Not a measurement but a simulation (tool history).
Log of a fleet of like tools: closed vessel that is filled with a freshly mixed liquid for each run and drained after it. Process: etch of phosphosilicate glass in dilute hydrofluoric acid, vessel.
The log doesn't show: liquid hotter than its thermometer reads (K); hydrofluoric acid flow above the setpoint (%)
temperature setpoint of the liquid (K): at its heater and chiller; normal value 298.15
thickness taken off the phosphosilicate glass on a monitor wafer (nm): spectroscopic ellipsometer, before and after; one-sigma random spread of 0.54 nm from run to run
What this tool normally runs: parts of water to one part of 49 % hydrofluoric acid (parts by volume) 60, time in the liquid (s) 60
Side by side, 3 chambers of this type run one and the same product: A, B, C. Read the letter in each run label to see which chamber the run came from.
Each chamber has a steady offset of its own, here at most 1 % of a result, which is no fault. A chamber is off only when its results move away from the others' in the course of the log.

run,day,temperature setpoint of the liquid (K),parts of water to one part of 49 % hydrofluoric acid (parts by volume),time in the liquid (s),hours since the thermometer was replaced,hours since the hydrofluoric acid flow meter was replaced,"read-back film thickness of the phosphosilicate glass reference wafer, read on the same gauge (nm)",thickness taken off the phosphosilicate glass on a monitor wafer (nm)
1C,0.283,298.15,60,60,245.2,517.9,149.96,76.058
2A,0.629,298.15,60,60,996.7,600.5,150.00,76.247
3B,0.938,298.15,60,60,1218.9,2743.7,150.02,76.506
4A,1.417,298.15,60,60,1015.6,619.4,150.03,75.346
5B,1.867,298.15,60,60,1241.2,2766.0,149.96,75.048
# day 2.079: chamber B: hydrofluoric acid flow meter replaced
6C,2.367,295.15,85,60,295.2,567.9,150.04,45.903
7C,2.850,295.15,85,60,306.8,579.5,149.99,45.868
8B,3.146,295.15,85,60,1271.9,25.6,150.04,46.103
9A,3.454,298.15,35,35,1064.5,668.3,150.02,77.038
10A,3.938,298.15,35,35,1076.1,679.9,150.01,77.269
# day 4.133: chamber A: hydrofluoric acid flow meter replaced
11C,4.454,298.15,35,35,345.3,618.0,150.05,79.005
# day 4.542: chamber B: thermometer replaced
12B,4.988,298.15,60,60,10.7,69.8,149.97,75.322
13A,5.292,298.15,60,60,1108.6,27.9,150.02,75.820
14C,5.833,298.15,50,60,378.4,651.1,150.00,92.516
15B,6.212,298.15,50,60,40.1,99.2,150.05,91.662
16B,6.600,298.15,50,60,49.4,108.5,149.96,92.798
17C,7.092,298.15,60,60,408.6,681.3,150.05,75.878
18A,7.346,298.15,60,60,1157.9,77.2,150.02,75.054
19A,7.858,298.15,60,60,1170.2,89.5,149.99,75.938
20B,8.346,298.15,60,60,91.3,150.4,149.97,74.990
21C,8.771,298.15,60,60,448.9,721.6,149.98,75.090
22A,9.117,301.65,60,60,1200.4,119.7,150.01,86.698
23B,9.396,301.65,60,60,116.5,175.6,150.01,87.003
24C,9.883,301.65,60,60,475.6,748.3,149.92,87.883
25C,10.383,298.15,60,60,487.6,760.3,149.98,76.255
26B,10.758,298.15,60,60,149.2,208.3,150.01,76.488
27A,11.138,298.15,60,60,1248.9,168.2,150.00,75.542
28C,11.408,298.15,60,60,512.2,784.9,149.97,75.569

Next, every chamber runs the same settings. What will each give?
29A,11.796,298.15,85,60,,,,?
29B,11.796,298.15,85,60,,,,?
29C,11.796,298.15,85,60,,,,?

run,thickness taken off the phosphosilicate glass on a monitor wafer (nm)
29A,52.200
29B,51.429
29C,51.550
